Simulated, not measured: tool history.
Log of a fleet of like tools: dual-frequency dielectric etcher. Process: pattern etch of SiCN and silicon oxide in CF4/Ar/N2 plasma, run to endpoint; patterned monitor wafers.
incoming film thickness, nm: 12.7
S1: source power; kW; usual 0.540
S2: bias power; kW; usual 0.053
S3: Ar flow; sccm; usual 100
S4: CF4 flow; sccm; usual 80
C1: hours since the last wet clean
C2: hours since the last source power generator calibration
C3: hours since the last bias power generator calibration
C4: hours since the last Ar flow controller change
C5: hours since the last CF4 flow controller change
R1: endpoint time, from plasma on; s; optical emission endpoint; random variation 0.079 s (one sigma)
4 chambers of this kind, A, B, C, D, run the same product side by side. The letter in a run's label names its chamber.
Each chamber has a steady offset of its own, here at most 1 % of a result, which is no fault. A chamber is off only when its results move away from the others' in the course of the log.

run,hour,S1,S2,S3,S4,C1,C2,C3,C4,C5,R1
1C,7.9,0.540,0.053,100,80,167.2,709.2,663.3,1299.7,679.4,13.715
2D,21.3,0.540,0.053,100,80,196.6,1912.2,1858.9,338.4,908.6,13.449
# hour 25.8: chamber A: wet clean of the chamber
3B,29.1,0.540,0.053,100,80,445.6,496.5,337.4,3261.8,1379.6,13.572
4A,38.3,0.540,0.053,100,80,12.6,1210.7,1403.9,1322.2,411.7,13.712
5B,48.8,0.540,0.053,100,80,465.3,516.2,357.1,3281.5,1399.3,13.494
6C,62.3,0.540,0.053,100,80,221.6,763.6,717.7,1354.1,733.8,13.556
7D,69.2,0.540,0.053,100,80,244.5,1960.1,1906.8,386.3,956.5,13.548
8A,76.6,0.540,0.053,100,80,50.9,1249.0,1442.2,1360.5,450.0,13.673
9A,86.0,0.540,0.053,100,80,60.3,1258.4,1451.6,1369.9,459.4,13.626
10B,96.3,0.540,0.053,100,80,512.8,563.7,404.6,3329.0,1446.8,13.340
11D,103.4,0.540,0.053,100,80,278.7,1994.3,1941.0,420.5,990.7,13.629
12C,115.9,0.490,0.053,100,80,275.2,817.2,771.3,1407.7,787.4,14.883
13A,124.1,0.490,0.053,100,80,98.4,1296.5,1489.7,1408.0,497.5,14.898
14D,138.5,0.490,0.053,100,80,313.8,2029.4,1976.1,455.6,1025.8,14.837
15B,145.9,0.490,0.053,100,80,562.4,613.3,454.2,3378.6,1496.4,14.744
16C,153.6,0.540,0.053,100,80,312.9,854.9,809.0,1445.4,825.1,13.647
17A,162.0,0.540,0.053,100,80,136.3,1334.4,1527.6,1445.9,535.4,13.703
# hour 169.8: chamber B: wet clean of the chamber
18C,175.0,0.540,0.053,100,80,334.3,876.3,830.4,1466.8,846.5,13.679
19B,189.6,0.540,0.053,100,80,19.8,657.0,497.9,3422.3,1540.1,13.525
20D,196.2,0.540,0.053,100,80,371.5,2087.1,2033.8,513.3,1083.5,13.806
21D,207.8,0.600,0.053,100,71,383.1,2098.7,2045.4,524.9,1095.1,12.815
22C,217.8,0.600,0.053,100,71,377.1,919.1,873.2,1509.6,889.3,12.641
23B,225.2,0.600,0.053,100,71,55.4,692.6,533.5,3457.9,1575.7,12.507
24A,232.9,0.600,0.053,100,71,207.2,1405.3,1598.5,1516.8,606.3,12.609
25B,239.2,0.540,0.053,100,80,69.4,706.6,547.5,3471.9,1589.7,13.507
26D,250.2,0.540,0.053,100,80,425.5,2141.1,2087.8,567.3,1137.5,14.041
27A,264.1,0.540,0.053,100,80,238.4,1436.5,1629.7,1548.0,637.5,13.638
28C,277.7,0.540,0.053,100,80,437.0,979.0,933.1,1569.5,949.2,13.645
29A,289.5,0.540,0.053,100,80,263.8,1461.9,1655.1,1573.4,662.9,13.653
30B,302.4,0.540,0.053,100,80,132.6,769.8,610.7,3535.1,1652.9,13.472
# hour 309.0: chamber C: wet clean of the chamber
31D,310.2,0.540,0.053,100,80,485.5,2201.1,2147.8,627.3,1197.5,13.995
32C,320.1,0.540,0.053,100,80,11.2,1021.4,975.5,1611.9,991.6,13.602
33B,333.6,0.540,0.053,100,80,163.8,801.0,641.9,3566.3,1684.1,13.494

All 4 chambers run these settings next. Forecast each chamber's results:
34A,344.1,0.540,0.053,100,80,,,,,,?
34B,344.1,0.540,0.053,100,80,,,,,,?
34C,344.1,0.540,0.053,100,80,,,,,,?
34D,344.1,0.540,0.053,100,80,,,,,,?

run,R1
34A,13.671
34B,13.468
34C,13.716
34D,14.404

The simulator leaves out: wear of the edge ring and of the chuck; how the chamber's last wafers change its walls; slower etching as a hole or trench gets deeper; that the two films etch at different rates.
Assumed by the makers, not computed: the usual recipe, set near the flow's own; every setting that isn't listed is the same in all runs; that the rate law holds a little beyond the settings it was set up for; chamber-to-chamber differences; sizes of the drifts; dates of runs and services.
